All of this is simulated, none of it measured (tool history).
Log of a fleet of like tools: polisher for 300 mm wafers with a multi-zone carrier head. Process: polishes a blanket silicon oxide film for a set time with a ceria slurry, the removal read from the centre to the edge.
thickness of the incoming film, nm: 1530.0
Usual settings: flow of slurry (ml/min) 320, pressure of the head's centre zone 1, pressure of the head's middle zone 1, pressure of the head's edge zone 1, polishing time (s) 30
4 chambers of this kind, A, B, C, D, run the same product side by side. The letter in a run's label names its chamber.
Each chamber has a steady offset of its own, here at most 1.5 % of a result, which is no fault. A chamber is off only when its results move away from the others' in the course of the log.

run,hour,flow of slurry (ml/min),pressure of the head's centre zone,pressure of the head's middle zone,pressure of the head's edge zone,polishing time (s),film removed at the wafer's centre (Å),film removed at mid-radius (Å),film removed at the wafer's edge (Å)
1A,10.4,320,1,1,1,30,1782.5,1765.6,1765.7
2B,20.9,320,1,1,1,30,1796.7,1769.1,1753
3D,30.5,320,1,1,1,30,1785,1796,1760.2
# hour 37.3: chamber D: worn pad replaced by a new one
4C,37.6,320,1,1,1,30,1763.7,1786.8,1737.4
5B,48.9,320,1,1,1,30,1790.3,1769.6,1744.5
# hour 52: chamber A: worn pad replaced by a new one
6A,58.4,320,1,1,1,30,1722.6,1779.7,1734.5
# hour 64.1: chamber C: worn pad replaced by a new one
7C,70.6,320,1,1,1,34,2058,1991,1997.2
8D,77.5,320,1,1,1,34,2046.9,2037.1,1989.8
# hour 79.2: chamber B: worn pad replaced by a new one
9A,86.7,320,1,1,1,34,2040.5,1959.6,2024.9
10D,94.5,320,1,1,1,34,2022.7,2017.3,1987.4
11B,106,225,1,1,1,30,1701.7,1708,1709
12C,115.8,225,1,1,1,30,1687.6,1714.1,1695.8
13A,124.7,225,1,1,1,30,1747.9,1697.8,1717.1
# hour 124.9: chamber A: centre zone pressure recalibrated
14C,135.1,225,1,1,1,30,1662.1,1698.1,1709.3
# hour 137.6: chamber D: worn pad replaced by a new one
# hour 140.7: chamber C: slurry nozzle cleaned
15D,144,320,1,1,1,30,1797.4,1780,1767.3
# hour 146: chamber B: slurry nozzle cleaned
16B,156.3,320,1,1,1,30,1820.7,1771.9,1765.1
# hour 159.4: chamber C: worn pad replaced by a new one
# hour 161.1: chamber B: worn pad replaced by a new one
17A,167.1,320,1,1,1,30,1792.4,1758,1767.7
# hour 170.9: chamber A: worn pad replaced by a new one
18B,177.2,320,1,1,1,30,1727.6,1800.1,1762.5
19D,186.1,320,1,0.93,1,30,1797.4,1647.2,1736.6
20C,195.7,320,1,0.93,1,30,1814.2,1642.1,1770.7
# hour 203.7: chamber C: centre zone pressure recalibrated
21B,204.2,320,1,0.93,1,30,1812.5,1648.7,1759.5
22D,214,320,1,0.93,1,30,1790.5,1663.4,1771.7
23C,220.4,320,1,1,1,30,1763.8,1784.8,1775.1
24A,227,320,1,1,1,30,1793.7,1746.6,1746.8
25C,233.6,320,1,1,1,30,1776.3,1745.8,1778.2
# hour 235.5: chamber C: worn pad replaced by a new one
26D,244.1,320,1,1,1,30,1811.1,1766.5,1743.3
# hour 245.6: chamber A: slurry nozzle cleaned
# hour 250.9: chamber B: worn pad replaced by a new one
# hour 251.4: chamber D: worn pad replaced by a new one
27B,256.2,320,1,1,1,30,1728.6,1779.5,1725.9
28A,262.4,320,1,1,1,30,1815.2,1791.6,1730.7
29C,272.6,320,1,1,1,30,1793.4,1784.5,1785.1
30B,277.9,320,1,1,1,30,1764.9,1790.4,1756.8
31D,288,320,1,1,1,30,1786.3,1772.7,1755.1
32A,294,320,1,1,1,30,1778,1763.7,1766.8
# hour 299: chamber A: worn pad replaced by a new one
33D,300.5,320,1,1,1,30,1806.9,1806.4,1774.7
# hour 303.2: chamber A: edge zone pressure recalibrated
34A,311.5,320,1,1,1,30,1753.4,1758.7,1742.9
# hour 313.9: chamber C: worn pad replaced by a new one
35C,318.7,320,1,1,1,30,1783.3,1781.8,1756.8

All 4 chambers run these settings next. Forecast each chamber's results:
36A,327.5,320,1,1,1,30,?,?,?
36B,327.5,320,1,1,1,30,?,?,?
36C,327.5,320,1,1,1,30,?,?,?
36D,327.5,320,1,1,1,30,?,?,?

run,film removed at the wafer's centre (Å),film removed at mid-radius (Å),film removed at the wafer's edge (Å)
36A,1802,1778.8,1745.4
36B,1766.5,1772.2,1764.7
36C,1769.6,1740.9,1746.9
36D,1778.8,1770.1,1753.8
